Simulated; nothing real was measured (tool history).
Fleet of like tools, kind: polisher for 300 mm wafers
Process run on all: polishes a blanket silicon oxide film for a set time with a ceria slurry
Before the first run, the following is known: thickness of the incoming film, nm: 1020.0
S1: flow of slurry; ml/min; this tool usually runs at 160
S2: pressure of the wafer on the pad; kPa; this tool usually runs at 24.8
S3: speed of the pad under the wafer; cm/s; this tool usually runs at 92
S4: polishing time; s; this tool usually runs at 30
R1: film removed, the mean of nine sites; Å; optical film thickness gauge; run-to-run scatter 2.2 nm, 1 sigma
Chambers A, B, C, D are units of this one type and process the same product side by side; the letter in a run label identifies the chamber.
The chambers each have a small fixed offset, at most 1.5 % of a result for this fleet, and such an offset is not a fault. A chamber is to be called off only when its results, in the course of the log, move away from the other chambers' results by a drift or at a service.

| run | hour | S1 | S2 | S3 | S4 | R1 |
|---|---|---|---|---|---|---|
|  | 1.5 | chamber A: head pressure recalibrated |
| 1A | 3.7 | 160 | 24.8 | 92 | 30 | 1513.8 |
| 2C | 8.6 | 160 | 24.8 | 92 | 30 | 1509 |
| 3D | 13.5 | 160 | 24.8 | 92 | 30 | 1518.2 |
|  | 15.8 | chamber C: worn pad replaced by a new one |
|  | 16.9 | chamber B: worn pad replaced by a new one |
| 4B | 17.7 | 160 | 24.8 | 92 | 30 | 1504.7 |
| 5A | 21.5 | 160 | 24.8 | 66 | 30 | 1074.9 |
| 6C | 24.8 | 160 | 24.8 | 66 | 30 | 1086.1 |
|  | 26.1 | chamber D: head pressure recalibrated |
| 7B | 28.7 | 160 | 24.8 | 66 | 30 | 1059.7 |
| 8D | 31.8 | 160 | 24.8 | 66 | 30 | 1051.1 |
| 9C | 35.1 | 160 | 24.8 | 92 | 30 | 1469.8 |
| 10A | 39.8 | 160 | 24.8 | 92 | 30 | 1500.7 |
| 11B | 44.1 | 160 | 24.8 | 92 | 30 | 1458.4 |
| 12D | 46.8 | 160 | 24.8 | 92 | 30 | 1477.9 |
|  | 49.2 | chamber A: worn pad replaced by a new one |
| 13A | 50.8 | 120 | 17.2 | 92 | 30 | 991.36 |
| 14C | 55.4 | 120 | 17.2 | 92 | 30 | 993.16 |
|  | 57 | chamber C: worn pad replaced by a new one |
| 15B | 59 | 120 | 17.2 | 92 | 30 | 971.21 |
| 16D | 62.7 | 120 | 17.2 | 92 | 30 | 958.9 |
| 17A | 67.6 | 160 | 24.8 | 92 | 30 | 1509.9 |
| 18C | 72.4 | 115 | 24.8 | 92 | 22 | 1044.8 |
| 19D | 77.4 | 115 | 24.8 | 92 | 22 | 1017.9 |
| 20B | 82.3 | 115 | 24.8 | 92 | 22 | 1018.3 |
| 21A | 85.3 | 115 | 24.8 | 92 | 22 | 1027.8 |
|  | 87 | chamber D: worn pad replaced by a new one |
| 22D | 89.7 | 160 | 24.8 | 92 | 30 | 1492.5 |
| 23B | 93.5 | 160 | 24.8 | 92 | 30 | 1498.4 |
|  | 93.6 | chamber C: head pressure recalibrated |
| 24C | 96.4 | 160 | 24.8 | 92 | 30 | 1481 |
|  | 96.6 | chamber D: slurry nozzle cleaned |
|  | 100.5 | chamber C: worn pad replaced by a new one |
| 25D | 101 | 160 | 24.8 | 80 | 30 | 1307.8 |
|  | 103.8 | chamber B: worn pad replaced by a new one |
| 26A | 105.8 | 160 | 24.8 | 80 | 30 | 1323.3 |
| 27B | 110.4 | 160 | 24.8 | 80 | 30 | 1287.8 |
| 28C | 113.5 | 160 | 24.8 | 80 | 30 | 1290.5 |
|  | 115.1 | chamber A: worn pad replaced by a new one |
| 29A | 118.3 | 160 | 24.8 | 92 | 30 | 1499.1 |
| 30D | 121.3 | 200 | 24.8 | 92 | 23 | 1196.8 |
| 31C | 126.3 | 200 | 24.8 | 92 | 23 | 1201.4 |
| 32B | 129.9 | 200 | 24.8 | 92 | 23 | 1174.7 |
| 33A | 132.8 | 200 | 24.8 | 92 | 23 | 1205.9 |
| 34B | 135.4 | 160 | 24.8 | 92 | 30 | 1530 |
| 35D | 140.1 | 160 | 19.3 | 92 | 38 | 1460.8 |
|  | 144.1 | chamber B: slurry nozzle cleaned |
| 36C | 145 | 160 | 19.3 | 92 | 38 | 1484.5 |
| 37C | 150.1 | 160 | 19.3 | 92 | 38 | 1498 |
| 38A | 153.9 | 160 | 19.3 | 92 | 38 | 1493.5 |
| 39B | 159 | 160 | 24.8 | 92 | 30 | 1516.8 |
| 40D | 161.9 | 160 | 24.8 | 92 | 30 | 1540 |
| 41A | 167.2 | 160 | 24.8 | 92 | 30 | 1505.2 |
|  | 167.4 | chamber D: worn pad replaced by a new one |
| 42D | 169.7 | 160 | 24.8 | 92 | 30 | 1504.2 |

One chamber off, gauge drift, or nothing amiss beyond the chambers' own small offsets? If it is a chamber, which one, and what is the likeliest cause?

Beyond each chamber's small constant offset nothing stands out, and the gauge stays steady.
